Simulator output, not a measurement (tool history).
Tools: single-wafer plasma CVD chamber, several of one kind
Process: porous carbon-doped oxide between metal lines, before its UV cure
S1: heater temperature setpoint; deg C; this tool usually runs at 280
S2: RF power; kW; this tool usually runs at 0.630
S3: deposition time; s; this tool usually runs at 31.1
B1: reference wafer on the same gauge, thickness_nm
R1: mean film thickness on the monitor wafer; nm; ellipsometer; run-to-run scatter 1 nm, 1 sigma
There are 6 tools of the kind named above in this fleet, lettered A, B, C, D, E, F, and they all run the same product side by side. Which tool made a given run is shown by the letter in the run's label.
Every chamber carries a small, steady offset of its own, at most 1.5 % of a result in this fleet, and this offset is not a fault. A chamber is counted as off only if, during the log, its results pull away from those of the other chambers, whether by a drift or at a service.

run	hour	S1	S2	S3	B1	R1
1F	7.0	280	0.630	31.1	215.86	219.12
2A	13.9	280	0.630	31.1	216.25	219.89
3D	19.0	280	0.630	31.1	215.91	218.03
# hour 22.3: chamber E: thermocouple changed; heater temperature recalibrated
4B	22.6	280	0.630	31.1	215.90	219.43
5C	28.7	280	0.630	31.1	216.21	222.03
6E	32.1	280	0.630	31.1	216.21	220.42
7D	37.6	280	0.630	31.1	216.15	219.14
8B	43.9	280	0.630	28.4	215.93	202.16
9A	49.5	280	0.630	28.4	216.06	203.26
10E	54.2	280	0.630	28.4	216.34	200.54
11C	60.0	280	0.630	28.4	215.96	201.32
12F	66.0	280	0.630	28.4	215.93	199.72
13C	72.2	280	0.630	28.4	215.89	202.69
14A	76.3	280	0.580	28.0	216.10	190.74
15D	81.3	280	0.580	28.0	215.98	187.74
16E	86.0	280	0.580	28.0	216.04	190.19
17F	89.5	280	0.580	28.0	215.83	186.72
18B	93.8	280	0.580	28.0	216.03	189.83
19B	99.7	280	0.580	28.0	215.75	188.53
20E	103.2	280	0.630	31.1	216.24	220.01
21C	108.4	280	0.630	31.1	216.08	219.53
22F	115.2	280	0.630	31.1	215.94	219.81
# hour 121.8: chamber F: thermocouple changed; heater temperature recalibrated
23D	122.2	280	0.630	31.1	216.00	220.45
24A	126.4	280	0.630	31.1	216.01	221.55
25F	131.0	280	0.630	31.1	215.84	211.49
26C	136.6	280	0.630	31.1	215.96	221.90
27B	140.5	280	0.630	31.1	216.11	220.66
28A	147.3	280	0.630	31.1	216.06	221.21
29D	150.9	280	0.630	31.1	216.27	218.84
30E	157.4	280	0.630	31.1	215.91	220.65
31B	164.6	280	0.720	28.7	215.88	222.49
32D	171.0	280	0.720	28.7	216.28	220.50
33E	176.5	280	0.720	28.7	216.05	221.26
34C	183.0	280	0.720	28.7	215.96	222.64
35A	187.9	280	0.720	28.7	216.23	223.16
36F	191.3	280	0.720	28.7	215.91	214.31
37F	195.5	280	0.630	31.1	216.07	210.48

All chambers now run identical settings, listed one chamber a line with results as question marks. What results will each chamber show?
38A	200.6	280	0.630	31.1		?
38B	200.6	280	0.630	31.1		?
38C	200.6	280	0.630	31.1		?
38D	200.6	280	0.630	31.1		?
38E	200.6	280	0.630	31.1		?
38F	200.6	280	0.630	31.1		?

run	R1
38A	218.84
38B	219.30
38C	221.92
38D	219.31
38E	220.23
38F	211.41
